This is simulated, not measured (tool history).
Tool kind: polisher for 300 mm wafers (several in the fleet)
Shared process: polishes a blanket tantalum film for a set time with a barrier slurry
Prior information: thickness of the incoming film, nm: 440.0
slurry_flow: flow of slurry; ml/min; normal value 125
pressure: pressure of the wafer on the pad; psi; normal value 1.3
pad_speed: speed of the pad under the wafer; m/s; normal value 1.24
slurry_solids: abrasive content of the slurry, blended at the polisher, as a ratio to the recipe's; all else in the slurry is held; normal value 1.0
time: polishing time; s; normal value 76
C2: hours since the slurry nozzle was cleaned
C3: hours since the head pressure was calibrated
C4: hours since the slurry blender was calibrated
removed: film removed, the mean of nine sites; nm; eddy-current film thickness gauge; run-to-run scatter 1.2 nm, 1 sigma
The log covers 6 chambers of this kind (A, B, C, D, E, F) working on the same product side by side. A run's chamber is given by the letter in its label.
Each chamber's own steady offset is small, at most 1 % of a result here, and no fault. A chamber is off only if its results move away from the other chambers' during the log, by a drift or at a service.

-- day=0.083 chamber B: worn pad replaced by a new one
run 1E day=0.125 | slurry_flow=125 pressure=1.3 pad_speed=1.24 slurry_solids=1.0 time=76 | wafers_polished_on_this_pad=1130 C2=404.8 C3=689.5 C4=5.7 | removed=106.350
-- day=0.179 chamber E: worn pad replaced by a new one
-- day=0.204 chamber C: slurry nozzle cleaned
run 2B day=0.300 | slurry_flow=125 pressure=1.3 pad_speed=1.24 slurry_solids=1.0 time=76 | wafers_polished_on_this_pad=63 C2=249.9 C3=669.7 C4=255.8 | removed=100.980
run 3D day=0.458 | slurry_flow=125 pressure=1.3 pad_speed=1.24 slurry_solids=1.0 time=76 | wafers_polished_on_this_pad=426 C2=82.4 C3=324.6 C4=152.2 | removed=100.850
run 4C day=0.642 | slurry_flow=125 pressure=1.3 pad_speed=1.24 slurry_solids=1.0 time=76 | wafers_polished_on_this_pad=349 C2=10.6 C3=845.1 C4=190.2 | removed=101.990
-- day=0.683 chamber B: slurry blender recalibrated
-- day=0.858 chamber F: worn pad replaced by a new one
run 5F day=0.908 | slurry_flow=125 pressure=1.3 pad_speed=1.24 slurry_solids=1.0 time=76 | wafers_polished_on_this_pad=15 C2=285.9 C3=1418.1 C4=24.5 | removed=103.960
run 6A day=1.033 | slurry_flow=125 pressure=1.3 pad_speed=1.24 slurry_solids=1.0 time=76 | wafers_polished_on_this_pad=578 C2=346.4 C3=75.2 C4=163.7 | removed=103.470
run 7F day=1.308 | slurry_flow=125 pressure=1.3 pad_speed=1.24 slurry_solids=1.0 time=76 | wafers_polished_on_this_pad=129 C2=295.5 C3=1427.7 C4=34.1 | removed=103.670
-- day=1.475 chamber A: worn pad replaced by a new one
run 8C day=1.496 | slurry_flow=125 pressure=1.3 pad_speed=1.24 slurry_solids=1.0 time=76 | wafers_polished_on_this_pad=593 C2=31.1 C3=865.6 C4=210.7 | removed=104.610
run 9B day=1.642 | slurry_flow=125 pressure=1.3 pad_speed=1.24 slurry_solids=1.0 time=76 | wafers_polished_on_this_pad=447 C2=282.1 C3=701.9 C4=23.1 | removed=102.750
-- day=1.775 chamber D: worn pad replaced by a new one
run 10D day=1.817 | slurry_flow=125 pressure=1.3 pad_speed=1.24 slurry_solids=1.0 time=76 | wafers_polished_on_this_pad=12 C2=115.0 C3=357.2 C4=184.8 | removed=103.300
-- day=1.929 chamber A: slurry nozzle cleaned
run 11E day=2.012 | slurry_flow=125 pressure=1.1 pad_speed=1.24 slurry_solids=0.7 time=76 | wafers_polished_on_this_pad=526 C2=450.1 C3=734.8 C4=51.0 | removed=78.841
run 12A day=2.271 | slurry_flow=125 pressure=1.1 pad_speed=1.24 slurry_solids=0.7 time=76 | wafers_polished_on_this_pad=228 C2=8.3 C3=104.9 C4=193.4 | removed=75.690
run 13F day=2.542 | slurry_flow=125 pressure=1.1 pad_speed=1.24 slurry_solids=0.7 time=76 | wafers_polished_on_this_pad=483 C2=325.1 C3=1457.3 C4=63.7 | removed=77.181
run 14D day=2.708 | slurry_flow=125 pressure=1.1 pad_speed=1.24 slurry_solids=0.7 time=76 | wafers_polished_on_this_pad=267 C2=136.4 C3=378.6 C4=206.2 | removed=76.691
run 15A day=2.925 | slurry_flow=125 pressure=1.1 pad_speed=1.24 slurry_solids=0.7 time=76 | wafers_polished_on_this_pad=416 C2=24.0 C3=120.6 C4=209.1 | removed=77.425
run 16B day=3.079 | slurry_flow=125 pressure=1.1 pad_speed=1.24 slurry_solids=0.7 time=76 | wafers_polished_on_this_pad=859 C2=316.6 C3=736.4 C4=57.6 | removed=78.773
-- day=3.104 chamber C: slurry blender recalibrated
run 17C day=3.262 | slurry_flow=125 pressure=1.3 pad_speed=1.24 slurry_solids=1.0 time=76 | wafers_polished_on_this_pad=1100 C2=73.5 C3=908.0 C4=3.8 | removed=103.270
run 18E day=3.408 | slurry_flow=125 pressure=1.3 pad_speed=1.24 slurry_solids=1.0 time=76 | wafers_polished_on_this_pad=926 C2=483.6 C3=768.3 C4=84.5 | removed=103.630
run 19B day=3.608 | slurry_flow=125 pressure=1.3 pad_speed=1.24 slurry_solids=1.0 time=76 | wafers_polished_on_this_pad=1011 C2=329.3 C3=749.1 C4=70.3 | removed=101.120
-- day=3.638 chamber A: worn pad replaced by a new one
run 20F day=3.775 | slurry_flow=125 pressure=1.3 pad_speed=1.24 slurry_solids=1.2 time=76 | wafers_polished_on_this_pad=836 C2=354.7 C3=1486.9 C4=93.3 | removed=106.800
-- day=3.954 chamber E: worn pad replaced by a new one
run 21E day=4.038 | slurry_flow=125 pressure=1.3 pad_speed=1.24 slurry_solids=1.2 time=76 | wafers_polished_on_this_pad=24 C2=498.7 C3=783.4 C4=99.6 | removed=109.290
run 22A day=4.200 | slurry_flow=125 pressure=1.3 pad_speed=1.24 slurry_solids=1.2 time=76 | wafers_polished_on_this_pad=161 C2=54.6 C3=151.2 C4=239.7 | removed=107.080
run 23C day=4.338 | slurry_flow=125 pressure=1.3 pad_speed=1.24 slurry_solids=1.2 time=76 | wafers_polished_on_this_pad=1408 C2=99.3 C3=933.8 C4=29.6 | removed=104.830
-- day=4.371 chamber F: head pressure recalibrated
-- day=4.442 chamber F: worn pad replaced by a new one
run 24D day=4.575 | slurry_flow=125 pressure=1.3 pad_speed=1.24 slurry_solids=1.2 time=76 | wafers_polished_on_this_pad=802 C2=181.2 C3=423.4 C4=251.0 | removed=108.290
-- day=4.612 chamber D: worn pad replaced by a new one
-- day=4.638 chamber B: worn pad replaced by a new one
run 25A day=4.812 | slurry_flow=125 pressure=1.3 pad_speed=1.24 slurry_solids=1.2 time=76 | wafers_polished_on_this_pad=337 C2=69.3 C3=165.9 C4=254.4 | removed=108.160
run 26E day=4.975 | slurry_flow=125 pressure=1.3 pad_speed=1.24 slurry_solids=1.0 time=76 | wafers_polished_on_this_pad=292 C2=521.2 C3=805.9 C4=122.1 | removed=104.290
-- day=5.083 chamber F: slurry nozzle cleaned
run 27B day=5.250 | slurry_flow=125 pressure=1.3 pad_speed=1.24 slurry_solids=1.0 time=76 | wafers_polished_on_this_pad=176 C2=368.7 C3=788.5 C4=109.7 | removed=102.420
-- day=5.300 chamber F: slurry blender recalibrated
run 28F day=5.396 | slurry_flow=125 pressure=1.3 pad_speed=1.24 slurry_solids=1.0 time=76 | wafers_polished_on_this_pad=274 C2=7.6 C3=24.6 C4=2.4 | removed=103.610
-- day=5.612 chamber A: worn pad replaced by a new one
run 29D day=5.671 | slurry_flow=125 pressure=1.3 pad_speed=1.24 slurry_solids=1.0 time=76 | wafers_polished_on_this_pad=304 C2=207.5 C3=449.7 C4=277.3 | removed=103.510
run 30C day=5.938 | slurry_flow=125 pressure=1.3 pad_speed=1.24 slurry_solids=1.0 time=76 | wafers_polished_on_this_pad=1866 C2=137.7 C3=972.2 C4=68.0 | removed=98.114
run 31A day=6.183 | slurry_flow=155 pressure=1.3 pad_speed=1.24 slurry_solids=1.0 time=76 | wafers_polished_on_this_pad=164 C2=102.2 C3=198.8 C4=287.3 | removed=104.990
run 32D day=6.425 | slurry_flow=155 pressure=1.3 pad_speed=1.24 slurry_solids=1.0 time=76 | wafers_polished_on_this_pad=520 C2=225.6 C3=467.8 C4=295.4 | removed=108.120
run 33B day=6.650 | slurry_flow=155 pressure=1.3 pad_speed=1.24 slurry_solids=1.0 time=76 | wafers_polished_on_this_pad=577 C2=402.3 C3=822.1 C4=143.3 | removed=106.810
run 34F day=6.771 | slurry_flow=155 pressure=1.3 pad_speed=1.24 slurry_solids=1.0 time=76 | wafers_polished_on_this_pad=668 C2=40.6 C3=57.6 C4=35.4 | removed=106.620
run 35E day=6.954 | slurry_flow=155 pressure=1.3 pad_speed=1.24 slurry_solids=1.0 time=76 | wafers_polished_on_this_pad=860 C2=568.7 C3=853.4 C4=169.6 | removed=108.000
run 36C day=7.154 | slurry_flow=155 pressure=1.3 pad_speed=1.24 slurry_solids=1.0 time=76 | wafers_polished_on_this_pad=2215 C2=166.9 C3=1001.4 C4=97.2 | removed=98.979
-- day=7.183 chamber D: worn pad replaced by a new one
run 37F day=7.333 | slurry_flow=125 pressure=1.3 pad_speed=1.24 slurry_solids=1.0 time=76 | wafers_polished_on_this_pad=829 C2=54.1 C3=71.1 C4=48.9 | removed=101.970
-- day=7.450 chamber D: slurry blender recalibrated
run 38A day=7.562 | slurry_flow=125 pressure=1.3 pad_speed=1.24 slurry_solids=1.0 time=76 | wafers_polished_on_this_pad=559 C2=135.3 C3=231.9 C4=320.4 | removed=100.030
run 39B day=7.767 | slurry_flow=125 pressure=1.3 pad_speed=1.24 slurry_solids=1.0 time=76 | wafers_polished_on_this_pad=897 C2=429.1 C3=848.9 C4=170.1 | removed=100.460
run 40D day=7.954 | slurry_flow=125 pressure=1.7 pad_speed=1.66 slurry_solids=1.0 time=76 | wafers_polished_on_this_pad=221 C2=262.3 C3=504.5 C4=12.1 | removed=180.830
-- day=7.975 chamber E: worn pad replaced by a new one
run 41C day=8.075 | slurry_flow=125 pressure=1.7 pad_speed=1.66 slurry_solids=1.0 time=76 | wafers_polished_on_this_pad=2479 C2=189.0 C3=1023.5 C4=119.3 | removed=166.960
run 42E day=8.262 | slurry_flow=125 pressure=1.7 pad_speed=1.66 slurry_solids=1.0 time=76 | wafers_polished_on_this_pad=82 C2=600.1 C3=884.8 C4=201.0 | removed=182.630
run 43E day=8.475 | slurry_flow=125 pressure=1.7 pad_speed=1.66 slurry_solids=1.0 time=76 | wafers_polished_on_this_pad=143 C2=605.2 C3=889.9 C4=206.1 | removed=183.580
run 44D day=8.712 | slurry_flow=125 pressure=1.7 pad_speed=1.66 slurry_solids=1.0 time=76 | wafers_polished_on_this_pad=438 C2=280.5 C3=522.7 C4=30.3 | removed=176.450

Read the log: is a single chamber off, either drifting away or since a service, is the gauge that measures every chamber drifting, or is nothing wrong beyond small per-chamber offsets? Name any odd chamber and what most likely caused it.

It is chamber C that slowly wanders off from its peers.
What lies behind it: removal rate lost through wear of the pad, % = 9.67.
It could be hard to tell apart here from: slurry flow missing at the pad, %; head's pressure below its setpoint, %.

Below are 4 candidate recipes for chamber C's next run, each the usual settings with a change, their results shown as question marks. Which of them brings C's results back in line with what the other chambers give on the usual settings?
In line here means within this much of the mean the other chambers give on the usual settings: removed 4.200 nm
run 45C-1 day=8.912 | slurry_flow=125 pressure=1.3 pad_speed=1.34 slurry_solids=1.0 time=82 | removed=?
run 45C-2 day=8.912 | slurry_flow=125 pressure=1.1 pad_speed=1.24 slurry_solids=1.0 time=76 | removed=?
run 45C-3 day=8.912 | slurry_flow=125 pressure=1.3 pad_speed=1.24 slurry_solids=1.0 time=69 | removed=?
run 45C-4 day=8.912 | slurry_flow=125 pressure=1.3 pad_speed=1.36 slurry_solids=1.0 time=76 | removed=?

What the other chambers average on the usual settings: removed 102.920 nm
run=45C-1 removed=108.870
run=45C-2 removed=78.708
run=45C-3 removed=84.682
run=45C-4 removed=102.430
Change 45C-4 lands the chamber within the allowed miss of the other chambers.
